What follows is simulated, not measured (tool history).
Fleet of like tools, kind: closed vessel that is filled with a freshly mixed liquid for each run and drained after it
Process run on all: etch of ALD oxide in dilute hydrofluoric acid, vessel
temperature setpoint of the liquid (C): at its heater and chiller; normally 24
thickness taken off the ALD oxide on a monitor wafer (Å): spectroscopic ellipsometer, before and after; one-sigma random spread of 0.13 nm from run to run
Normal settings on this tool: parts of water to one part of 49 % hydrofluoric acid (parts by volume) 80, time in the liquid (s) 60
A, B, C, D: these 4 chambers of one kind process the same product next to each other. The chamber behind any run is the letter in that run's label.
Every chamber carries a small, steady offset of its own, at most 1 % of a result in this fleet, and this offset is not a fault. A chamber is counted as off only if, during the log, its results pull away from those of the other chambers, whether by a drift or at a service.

run   hour  temperature setpoint of the liquid (C)  parts of water to one part of 49 % hydrofluoric acid (parts by volume)  time in the liquid (s)  read-back film thickness of the ALD oxide reference wafer, read on the same gauge (nm)  thickness taken off the ALD oxide on a monitor wafer (Å)
 1A    4.6                                      24                                                                      80                      60                                                                                  99.986                                                    174.65
 2C    8.3                                      24                                                                      80                      60                                                                                  100.03                                                     174.9
 3B   13.3                                      24                                                                      80                      60                                                                                  99.971                                                    170.04
 4D     18                                      24                                                                      80                      60                                                                                  100.04                                                    172.93
 5C   22.9                                      24                                                                      80                      60                                                                                  99.958                                                    173.56
 6D   26.2                                      24                                                                      80                      60                                                                                     100                                                    173.89
 7A   28.9                                    25.5                                                                     105                      60                                                                                  100.01                                                    134.87
 8B   33.9                                    25.5                                                                     105                      60                                                                                  99.974                                                    133.71
 9D   38.9                                    25.5                                                                     105                      60                                                                                  99.982                                                    136.15
10A   44.2                                    25.5                                                                     105                      60                                                                                     100                                                     133.2
11C   47.6                                      24                                                                      80                      60                                                                                  100.05                                                    169.22
12B   52.8                                      27                                                                      80                      60                                                                                  99.978                                                    193.32
13C   55.6                                      27                                                                      80                      60                                                                                  100.01                                                    195.54
14D   58.9                                      27                                                                      80                      60                                                                                  99.951                                                    193.24
15B     62                                      27                                                                      80                      60                                                                                     100                                                    193.99
16A     66                                      24                                                                      80                      60                                                                                     100                                                    174.68
17D   68.4                                      24                                                                     105                      60                                                                                  100.05                                                    122.11
18C   71.8                                      24                                                                     105                      60                                                                                  99.975                                                    127.58
19B   75.3                                      24                                                                     105                      60                                                                                  100.01                                                    126.56
20A   78.4                                      24                                                                     105                      60                                                                                  99.995                                                    128.83
21A   83.5                                      24                                                                      80                      60                                                                                  100.02                                                    171.98
22D   88.8                                      24                                                                      80                      60                                                                                   99.99                                                    166.81
23B   91.9                                      24                                                                      80                      60                                                                                     100                                                    173.29
24C   96.3                                    26.5                                                                      80                      40                                                                                  100.01                                                    127.09
25C  101.6                                    26.5                                                                      80                      40                                                                                  100.02                                                    126.26

One chamber off, gauge drift, or nothing amiss beyond the chambers' own small offsets? If it is a chamber, which one, and what is the likeliest cause?

Little by little, chamber D moves away from the other chambers.
Cause: liquid colder than its thermometer reads (K) = 1.7.
The log might look much the same if the cause were instead: hydrofluoric acid flow below the setpoint (%).

Chamber D could run next with any of the 4 candidate recipes listed below; each alters the usual settings, and their results appear as question marks. Which one brings its results back in line with what the other chambers deliver on the usual settings?
Maximum distance from the other chambers' mean on the usual settings for a result to count as in line: thickness taken off the ALD oxide on a monitor wafer (Å) 4.5
26D-1  105.5                                    23.5                                                                      80                      60                                                                                                                                                 ?
26D-2  105.5                                      24                                                                      75                      60                                                                                                                                                 ?
26D-3  105.5                                    24.5                                                                      80                      60                                                                                                                                                 ?
26D-4  105.5                                    22.5                                                                      80                      60                                                                                                                                                 ?

Average result of the remaining chambers running the usual settings: thickness taken off the ALD oxide on a monitor wafer (Å) 172.44
  run  thickness taken off the ALD oxide on a monitor wafer (Å)
26D-1                                                    159.16
26D-2                                                    174.35
26D-3                                                    165.85
26D-4                                                    152.74
26D-2 brings the chamber back in line.

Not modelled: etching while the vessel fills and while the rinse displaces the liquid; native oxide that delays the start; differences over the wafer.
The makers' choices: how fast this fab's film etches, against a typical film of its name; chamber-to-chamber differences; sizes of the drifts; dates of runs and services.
